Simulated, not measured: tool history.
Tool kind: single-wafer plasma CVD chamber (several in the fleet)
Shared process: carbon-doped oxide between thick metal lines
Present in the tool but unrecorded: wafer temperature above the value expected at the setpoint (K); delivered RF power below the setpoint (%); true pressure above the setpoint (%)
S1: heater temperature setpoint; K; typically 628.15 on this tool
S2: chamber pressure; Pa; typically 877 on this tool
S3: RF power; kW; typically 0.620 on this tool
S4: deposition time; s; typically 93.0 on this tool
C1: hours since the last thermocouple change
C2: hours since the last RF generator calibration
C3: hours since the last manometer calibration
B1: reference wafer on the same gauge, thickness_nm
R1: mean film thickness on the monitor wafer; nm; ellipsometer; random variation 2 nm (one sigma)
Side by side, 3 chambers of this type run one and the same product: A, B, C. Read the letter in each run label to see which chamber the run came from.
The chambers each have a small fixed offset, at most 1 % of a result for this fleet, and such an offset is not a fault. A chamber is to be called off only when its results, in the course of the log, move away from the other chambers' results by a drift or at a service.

run 1C hour=3.3 | S1=628.15 S2=877 S3=0.620 S4=93.0 | C1=691.8 C2=173.7 C3=1624.4 | B1=480.87 | R1=546.39
run 2A hour=7.2 | S1=628.15 S2=877 S3=0.620 S4=93.0 | C1=267.4 C2=615.9 C3=1633.5 | B1=480.75 | R1=553.15
run 3B hour=10.9 | S1=628.15 S2=877 S3=0.620 S4=93.0 | C1=568.3 C2=1081.0 C3=824.6 | B1=480.83 | R1=542.85
run 4A hour=18.1 | S1=628.15 S2=877 S3=0.620 S4=93.0 | C1=278.3 C2=626.8 C3=1644.4 | B1=481.03 | R1=551.20
run 5B hour=23.6 | S1=628.15 S2=877 S3=0.620 S4=93.0 | C1=581.0 C2=1093.7 C3=837.3 | B1=481.34 | R1=545.72
run 6C hour=27.9 | S1=628.15 S2=877 S3=0.620 S4=93.0 | C1=716.4 C2=198.3 C3=1649.0 | B1=481.62 | R1=543.08
run 7C hour=32.5 | S1=628.15 S2=877 S3=0.620 S4=93.0 | C1=721.0 C2=202.9 C3=1653.6 | B1=481.00 | R1=543.58
run 8B hour=39.4 | S1=628.15 S2=877 S3=0.620 S4=93.0 | C1=596.8 C2=1109.5 C3=853.1 | B1=481.01 | R1=541.52
run 9A hour=43.2 | S1=628.15 S2=877 S3=0.620 S4=93.0 | C1=303.4 C2=651.9 C3=1669.5 | B1=480.55 | R1=550.68
run 10C hour=47.3 | S1=628.15 S2=877 S3=0.620 S4=93.0 | C1=735.8 C2=217.7 C3=1668.4 | B1=480.85 | R1=542.03
run 11A hour=51.5 | S1=628.15 S2=877 S3=0.620 S4=93.0 | C1=311.7 C2=660.2 C3=1677.8 | B1=480.64 | R1=552.79
run 12B hour=55.6 | S1=628.15 S2=877 S3=0.620 S4=93.0 | C1=613.0 C2=1125.7 C3=869.3 | B1=480.64 | R1=544.60
run 13C hour=59.2 | S1=618.15 S2=668 S3=0.620 S4=93.0 | C1=747.7 C2=229.6 C3=1680.3 | B1=480.91 | R1=538.93
run 14A hour=65.5 | S1=618.15 S2=668 S3=0.620 S4=93.0 | C1=325.7 C2=674.2 C3=1691.8 | B1=481.15 | R1=544.84
run 15B hour=70.4 | S1=618.15 S2=668 S3=0.620 S4=93.0 | C1=627.8 C2=1140.5 C3=884.1 | B1=480.94 | R1=541.21
run 16C hour=77.0 | S1=628.15 S2=877 S3=0.620 S4=93.0 | C1=765.5 C2=247.4 C3=1698.1 | B1=480.89 | R1=542.33
run 17A hour=82.4 | S1=628.15 S2=877 S3=0.620 S4=93.0 | C1=342.6 C2=691.1 C3=1708.7 | B1=480.72 | R1=554.26
run 18B hour=89.8 | S1=628.15 S2=877 S3=0.620 S4=93.0 | C1=647.2 C2=1159.9 C3=903.5 | B1=481.14 | R1=545.71
run 19C hour=94.5 | S1=628.15 S2=877 S3=0.620 S4=93.0 | C1=783.0 C2=264.9 C3=1715.6 | B1=481.42 | R1=542.19
run 20B hour=98.1 | S1=628.15 S2=877 S3=0.620 S4=93.0 | C1=655.5 C2=1168.2 C3=911.8 | B1=481.02 | R1=545.92
run 21A hour=102.7 | S1=628.15 S2=877 S3=0.620 S4=93.0 | C1=362.9 C2=711.4 C3=1729.0 | B1=481.64 | R1=554.68
run 22C hour=109.1 | S1=628.15 S2=877 S3=0.620 S4=93.0 | C1=797.6 C2=279.5 C3=1730.2 | B1=480.96 | R1=541.22
run 23A hour=114.2 | S1=628.15 S2=956 S3=0.500 S4=93.0 | C1=374.4 C2=722.9 C3=1740.5 | B1=480.71 | R1=487.87
run 24B hour=121.6 | S1=628.15 S2=956 S3=0.500 S4=93.0 | C1=679.0 C2=1191.7 C3=935.3 | B1=481.08 | R1=481.14
run 25B hour=128.1 | S1=628.15 S2=956 S3=0.500 S4=93.0 | C1=685.5 C2=1198.2 C3=941.8 | B1=480.81 | R1=480.26
run 26C hour=131.5 | S1=628.15 S2=877 S3=0.620 S4=93.0 | C1=820.0 C2=301.9 C3=1752.6 | B1=480.73 | R1=545.66
run 27A hour=137.2 | S1=628.15 S2=877 S3=0.620 S4=93.0 | C1=397.4 C2=745.9 C3=1763.5 | B1=481.12 | R1=552.09
run 28A hour=143.7 | S1=628.15 S2=877 S3=0.620 S4=81.1 | C1=403.9 C2=752.4 C3=1770.0 | B1=480.73 | R1=480.55
run 29B hour=150.0 | S1=628.15 S2=877 S3=0.620 S4=81.1 | C1=707.4 C2=1220.1 C3=963.7 | B1=481.10 | R1=474.90
run 30C hour=155.5 | S1=628.15 S2=877 S3=0.620 S4=81.1 | C1=844.0 C2=325.9 C3=1776.6 | B1=480.84 | R1=475.59
run 31B hour=159.3 | S1=628.15 S2=877 S3=0.620 S4=93.0 | C1=716.7 C2=1229.4 C3=973.0 | B1=481.20 | R1=544.63
run 32A hour=165.7 | S1=628.15 S2=877 S3=0.620 S4=93.0 | C1=425.9 C2=774.4 C3=1792.0 | B1=481.02 | R1=550.16
run 33C hour=173.2 | S1=628.15 S2=877 S3=0.620 S4=93.0 | C1=861.7 C2=343.6 C3=1794.3 | B1=481.05 | R1=546.90
run 34A hour=180.7 | S1=628.15 S2=877 S3=0.620 S4=93.0 | C1=440.9 C2=789.4 C3=1807.0 | B1=480.54 | R1=551.50
run 35B hour=188.4 | S1=628.15 S2=877 S3=0.620 S4=93.0 | C1=745.8 C2=1258.5 C3=1002.1 | B1=480.67 | R1=546.23
run 36C hour=192.4 | S1=628.15 S2=877 S3=0.620 S4=93.0 | C1=880.9 C2=362.8 C3=1813.5 | B1=481.10 | R1=540.93
run 37A hour=198.5 | S1=628.15 S2=877 S3=0.620 S4=93.0 | C1=458.7 C2=807.2 C3=1824.8 | B1=480.53 | R1=551.64

For the next run the whole fleet of 3 chambers uses the same settings. Give each chamber's results:
run 38A hour=204.0 | S1=628.15 S2=1029 S3=0.620 S4=93.0 | R1=?
run 38B hour=204.0 | S1=628.15 S2=1029 S3=0.620 S4=93.0 | R1=?
run 38C hour=204.0 | S1=628.15 S2=1029 S3=0.620 S4=93.0 | R1=?

run=38A R1=557.47
run=38B R1=552.30
run=38C R1=547.39
